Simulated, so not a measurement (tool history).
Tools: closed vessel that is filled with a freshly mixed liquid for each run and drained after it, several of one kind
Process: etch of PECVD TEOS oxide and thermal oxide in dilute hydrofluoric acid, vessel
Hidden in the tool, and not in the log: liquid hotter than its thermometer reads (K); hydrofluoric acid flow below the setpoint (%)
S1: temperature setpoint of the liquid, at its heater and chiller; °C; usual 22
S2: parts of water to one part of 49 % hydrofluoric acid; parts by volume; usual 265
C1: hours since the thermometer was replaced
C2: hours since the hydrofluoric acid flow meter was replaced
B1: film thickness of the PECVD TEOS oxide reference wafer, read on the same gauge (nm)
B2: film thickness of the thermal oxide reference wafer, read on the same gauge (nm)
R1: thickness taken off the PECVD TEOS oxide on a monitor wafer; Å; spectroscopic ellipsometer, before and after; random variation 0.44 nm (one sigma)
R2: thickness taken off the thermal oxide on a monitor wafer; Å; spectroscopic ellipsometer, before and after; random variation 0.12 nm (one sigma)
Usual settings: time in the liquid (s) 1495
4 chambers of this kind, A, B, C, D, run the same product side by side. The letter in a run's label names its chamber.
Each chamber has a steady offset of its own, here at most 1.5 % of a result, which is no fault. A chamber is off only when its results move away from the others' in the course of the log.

{"run": "1B", "hour": 12.2, "S1": 22, "S2": 265, "time in the liquid (s)": 1495, "C1": 93, "C2": 970.9, "B1": 100, "B2": 139.98, "R1": 451.76, "R2": 199.97}
{"run": "2A", "hour": 21.4, "S1": 22, "S2": 265, "time in the liquid (s)": 1495, "C1": 1852.7, "C2": 619.8, "B1": 100.01, "B2": 139.99, "R1": 440.25, "R2": 198.69}
{"run": "3D", "hour": 34.7, "S1": 22, "S2": 265, "time in the liquid (s)": 1495, "C1": 79.6, "C2": 1203.8, "B1": 100.03, "B2": 140.01, "R1": 438.84, "R2": 200.37}
{"run": "4C", "hour": 43.6, "S1": 22, "S2": 265, "time in the liquid (s)": 1495, "C1": 45.6, "C2": 1375.9, "B1": 99.978, "B2": 140.01, "R1": 437.18, "R2": 201.06}
{"run": "5C", "hour": 50.5, "S1": 22, "S2": 265, "time in the liquid (s)": 1495, "C1": 52.5, "C2": 1382.8, "B1": 100.03, "B2": 140.02, "R1": 433.71, "R2": 199.42}
{"run": "6A", "hour": 57.4, "S1": 22, "S2": 265, "time in the liquid (s)": 1495, "C1": 1888.7, "C2": 655.8, "B1": 99.964, "B2": 140.01, "R1": 439.29, "R2": 200.14}
{"run": "7B", "hour": 71.5, "S1": 22, "S2": 265, "time in the liquid (s)": 1495, "C1": 152.3, "C2": 1030.2, "B1": 100.01, "B2": 140, "R1": 447.18, "R2": 199.75}
{"run": "8D", "hour": 83.2, "S1": 22, "S2": 265, "time in the liquid (s)": 1015, "C1": 128.1, "C2": 1252.3, "B1": 99.988, "B2": 139.98, "R1": 303.82, "R2": 135.27}
{"run": "9A", "hour": 96.0, "S1": 22, "S2": 265, "time in the liquid (s)": 1015, "C1": 1927.3, "C2": 694.4, "B1": 99.983, "B2": 140.02, "R1": 298.53, "R2": 135.1}
{"run": "10D", "hour": 104.2, "S1": 22, "S2": 265, "time in the liquid (s)": 1015, "C1": 149.1, "C2": 1273.3, "B1": 99.983, "B2": 139.99, "R1": 294.74, "R2": 136.12}
{"run": "11B", "hour": 114.4, "S1": 22, "S2": 265, "time in the liquid (s)": 1015, "C1": 195.2, "C2": 1073.1, "B1": 99.987, "B2": 140, "R1": 303.05, "R2": 135}
{"run": "12C", "hour": 124.0, "S1": 22, "S2": 265, "time in the liquid (s)": 1495, "C1": 126, "C2": 1456.3, "B1": 99.987, "B2": 139.98, "R1": 435.73, "R2": 199.8}
{"run": "13A", "hour": 138.0, "S1": 22, "S2": 265, "time in the liquid (s)": 1495, "C1": 1969.3, "C2": 736.4, "B1": 99.99, "B2": 139.96, "R1": 438.76, "R2": 198.43}
{"run": "14D", "hour": 151.0, "S1": 22, "S2": 265, "time in the liquid (s)": 1495, "C1": 195.9, "C2": 1320.1, "B1": 100.02, "B2": 140.02, "R1": 440.64, "R2": 199.97}
{"run": "15B", "hour": 157.8, "S1": 22, "S2": 265, "time in the liquid (s)": 1495, "C1": 238.6, "C2": 1116.5, "B1": 99.957, "B2": 140.01, "R1": 441.94, "R2": 200.28}
{"run": "16C", "hour": 167.5, "S1": 22, "S2": 265, "time in the liquid (s)": 1495, "C1": 169.5, "C2": 1499.8, "B1": 100.02, "B2": 140.01, "R1": 441.73, "R2": 200.49}
{"run": "17B", "hour": 181.4, "S1": 22, "S2": 265, "time in the liquid (s)": 1495, "C1": 262.2, "C2": 1140.1, "B1": 100.01, "B2": 140.01, "R1": 446.02, "R2": 199.6}
{"run": "18A", "hour": 195.7, "S1": 22, "S2": 265, "time in the liquid (s)": 1495, "C1": 2027, "C2": 794.1, "B1": 100.03, "B2": 140.01, "R1": 432.25, "R2": 198.67}
{"run": "19D", "hour": 204.9, "S1": 22, "S2": 265, "time in the liquid (s)": 1495, "C1": 249.8, "C2": 1374, "B1": 100, "B2": 139.98, "R1": 446.44, "R2": 200.63}
{"run": "20C", "hour": 218.9, "S1": 22, "S2": 265, "time in the liquid (s)": 1495, "C1": 220.9, "C2": 1551.2, "B1": 99.976, "B2": 140.02, "R1": 440.13, "R2": 204.07}
{"run": "21B", "hour": 227.3, "S1": 27, "S2": 370, "time in the liquid (s)": 1495, "C1": 308.1, "C2": 1186, "B1": 99.981, "B2": 140.01, "R1": 338.55, "R2": 153.43}
{"run": "22D", "hour": 237.4, "S1": 27, "S2": 370, "time in the liquid (s)": 1495, "C1": 282.3, "C2": 1406.5, "B1": 100.02, "B2": 140.04, "R1": 341.69, "R2": 153.81}
{"run": "23A", "hour": 251.8, "S1": 27, "S2": 370, "time in the liquid (s)": 1495, "C1": 2083.1, "C2": 850.2, "B1": 100, "B2": 140.03, "R1": 338.91, "R2": 153.56}
{"run": "24C", "hour": 262.4, "S1": 27, "S2": 370, "time in the liquid (s)": 1495, "C1": 264.4, "C2": 1594.7, "B1": 100.01, "B2": 139.98, "R1": 328.37, "R2": 152.68}
{"run": "25C", "hour": 276.6, "S1": 19.5, "S2": 370, "time in the liquid (s)": 1495, "C1": 278.6, "C2": 1608.9, "B1": 99.981, "B2": 140.01, "R1": 260.55, "R2": 119.85}
{"run": "26A", "hour": 287.6, "S1": 19.5, "S2": 370, "time in the liquid (s)": 1495, "C1": 2118.9, "C2": 886, "B1": 99.967, "B2": 140.02, "R1": 262.01, "R2": 117.61}

What goes on in this fleet: one chamber off, a drifting gauge, or nothing beyond the chambers' own small offsets? Name the chamber and the cause, if any.

No chamber stands off beyond its own small offset, and the gauge holds steady.
